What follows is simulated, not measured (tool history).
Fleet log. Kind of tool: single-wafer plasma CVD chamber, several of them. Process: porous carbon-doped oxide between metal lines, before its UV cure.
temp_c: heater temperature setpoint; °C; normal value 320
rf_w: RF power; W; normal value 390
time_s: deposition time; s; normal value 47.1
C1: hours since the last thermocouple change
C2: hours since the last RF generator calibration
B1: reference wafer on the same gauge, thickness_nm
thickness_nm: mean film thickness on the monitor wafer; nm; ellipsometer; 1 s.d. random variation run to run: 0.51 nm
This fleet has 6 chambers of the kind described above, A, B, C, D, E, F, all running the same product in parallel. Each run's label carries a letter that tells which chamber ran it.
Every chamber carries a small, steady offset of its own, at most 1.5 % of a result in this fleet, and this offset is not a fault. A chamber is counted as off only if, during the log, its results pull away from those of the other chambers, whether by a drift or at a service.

Run 1C, day 0.562: usual settings; C1 2206.2; C2 957.6; B1 209.85. Result: thickness_nm 187.81 nm.
At day 0.650: chamber A: thermocouple changed; heater temperature recalibrated.
Run 2E, day 0.867: usual settings; C1 813.7; C2 249.6; B1 209.96. Result: thickness_nm 186.84 nm.
Run 3D, day 1.308: usual settings; C1 841.0; C2 320.0; B1 210.05. Result: thickness_nm 188.14 nm.
Run 4B, day 1.904: usual settings; C1 347.8; C2 654.3; B1 210.05. Result: thickness_nm 187.17 nm.
Run 5A, day 2.179: usual settings; C1 36.8; C2 969.3; B1 209.94. Result: thickness_nm 187.68 nm.
Run 6F, day 2.775: usual settings; C1 101.4; C2 1355.0; B1 209.84. Result: thickness_nm 185.11 nm.
Run 7D, day 3.171: usual settings; C1 885.7; C2 364.7; B1 210.07. Result: thickness_nm 188.19 nm.
Run 8E, day 3.738: usual settings; C1 882.6; C2 318.5; B1 210.05. Result: thickness_nm 186.86 nm.
Run 9C, day 4.100: usual settings; C1 2291.1; C2 1042.5; B1 210.00. Result: thickness_nm 187.67 nm.
Run 10B, day 4.729: usual settings; C1 415.6; C2 722.1; B1 210.06. Result: thickness_nm 186.40 nm.
Run 11F, day 5.188: usual settings; C1 159.3; C2 1412.9; B1 210.20. Result: thickness_nm 185.93 nm.
Run 12A, day 5.475: usual settings; C1 115.9; C2 1048.4; B1 210.11. Result: thickness_nm 187.49 nm.
Run 13E, day 5.975: usual settings; C1 936.3; C2 372.2; B1 210.00. Result: thickness_nm 187.35 nm.
Run 14F, day 6.350: usual settings; C1 187.2; C2 1440.8; B1 210.16. Result: thickness_nm 184.96 nm.
At day 6.704: chamber D: thermocouple changed; heater temperature recalibrated.
Run 15D, day 6.788: usual settings but time_s 44.1 s; C1 2.0; C2 451.5; B1 209.85. Result: thickness_nm 176.54 nm.
Run 16B, day 7.362: usual settings but time_s 44.1 s; C1 478.8; C2 785.3; B1 210.14. Result: thickness_nm 175.49 nm.
Run 17C, day 7.829: usual settings but time_s 44.1 s; C1 2380.6; C2 1132.0; B1 209.95. Result: thickness_nm 176.33 nm.
Run 18A, day 8.371: usual settings but time_s 44.1 s; C1 185.4; C2 1117.9; B1 210.03. Result: thickness_nm 175.13 nm.
Run 19E, day 8.888: usual settings but time_s 44.1 s; C1 1006.2; C2 442.1; B1 210.06. Result: thickness_nm 175.70 nm.
At day 9.071: chamber F: RF generator calibrated.
Run 20F, day 9.396: usual settings but time_s 44.1 s; C1 260.3; C2 7.8; B1 209.86. Result: thickness_nm 174.18 nm.
Run 21C, day 9.888: usual settings; C1 2430.0; C2 1181.4; B1 210.13. Result: thickness_nm 186.97 nm.
Run 22B, day 10.375: usual settings; C1 551.1; C2 857.6; B1 209.95. Result: thickness_nm 187.07 nm.
Run 23A, day 10.892: usual settings; C1 245.9; C2 1178.4; B1 210.08. Result: thickness_nm 188.21 nm.
Run 24D, day 11.221: usual settings; C1 108.4; C2 557.9; B1 209.87. Result: thickness_nm 188.11 nm.
Run 25A, day 11.521: usual settings but rf_w 430 W; C1 261.0; C2 1193.5; B1 209.91. Result: thickness_nm 202.36 nm.
Run 26D, day 12.117: usual settings but rf_w 430 W; C1 129.9; C2 579.4; B1 209.99. Result: thickness_nm 203.98 nm.
Run 27C, day 12.467: usual settings but rf_w 430 W; C1 2491.9; C2 1243.3; B1 209.94. Result: thickness_nm 202.30 nm.
Run 28E, day 12.808: usual settings but rf_w 430 W; C1 1100.3; C2 536.2; B1 209.97. Result: thickness_nm 202.09 nm.
Run 29B, day 13.421: usual settings but rf_w 430 W; C1 624.2; C2 930.7; B1 209.97. Result: thickness_nm 200.79 nm.
Run 30F, day 13.988: usual settings but rf_w 430 W; C1 370.5; C2 118.0; B1 210.02. Result: thickness_nm 200.35 nm.
Run 31B, day 14.325: usual settings; C1 645.9; C2 952.4; B1 209.99. Result: thickness_nm 186.43 nm.
Run 32D, day 14.833: usual settings; C1 195.1; C2 644.6; B1 210.06. Result: thickness_nm 188.22 nm.
Run 33A, day 15.183: usual settings; C1 348.9; C2 1281.4; B1 210.12. Result: thickness_nm 187.45 nm.
Run 34E, day 15.671: usual settings; C1 1169.0; C2 604.9; B1 209.88. Result: thickness_nm 185.86 nm.
Run 35C, day 16.129: usual settings; C1 2579.8; C2 1331.2; B1 209.97. Result: thickness_nm 188.19 nm.
Run 36F, day 16.462: usual settings; C1 429.9; C2 177.4; B1 210.00. Result: thickness_nm 184.91 nm.
Run 37E, day 16.917: usual settings; C1 1198.9; C2 634.8; B1 209.92. Result: thickness_nm 187.10 nm.
Run 38D, day 17.533: usual settings; C1 259.9; C2 709.4; B1 209.98. Result: thickness_nm 187.68 nm.
Run 39A, day 17.862: usual settings; C1 413.2; C2 1345.7; B1 209.98. Result: thickness_nm 188.33 nm.
Run 40B, day 18.379: usual settings; C1 743.2; C2 1049.7; B1 210.00. Result: thickness_nm 186.82 nm.
Run 41C, day 18.858: usual settings; C1 2645.3; C2 1396.7; B1 210.09. Result: thickness_nm 188.99 nm.
Run 42F, day 19.138: usual settings but time_s 42.2 s; C1 494.1; C2 241.6; B1 210.12. Result: thickness_nm 166.82 nm.
At day 19.246: chamber E: thermocouple changed; heater temperature recalibrated.
Run 43E, day 19.412: usual settings but time_s 42.2 s; C1 4.0; C2 694.7; B1 210.05. Result: thickness_nm 167.61 nm.
Run 44F, day 19.838: usual settings but time_s 42.2 s; C1 510.9; C2 258.4; B1 210.17. Result: thickness_nm 166.16 nm.

Next, all 6 chambers run the settings below, one line each with question marks for the results. What does each chamber give?
Run 45A, day 20.292: usual settings. Result: thickness_nm ?.
Run 45B, day 20.292: usual settings. Result: thickness_nm ?.
Run 45C, day 20.292: usual settings. Result: thickness_nm ?.
Run 45D, day 20.292: usual settings. Result: thickness_nm ?.
Run 45E, day 20.292: usual settings. Result: thickness_nm ?.
Run 45F, day 20.292: usual settings. Result: thickness_nm ?.

run  thickness_nm
45A        188.24
45B        186.82
45C        187.77
45D        189.09
45E        186.59
45F        186.19

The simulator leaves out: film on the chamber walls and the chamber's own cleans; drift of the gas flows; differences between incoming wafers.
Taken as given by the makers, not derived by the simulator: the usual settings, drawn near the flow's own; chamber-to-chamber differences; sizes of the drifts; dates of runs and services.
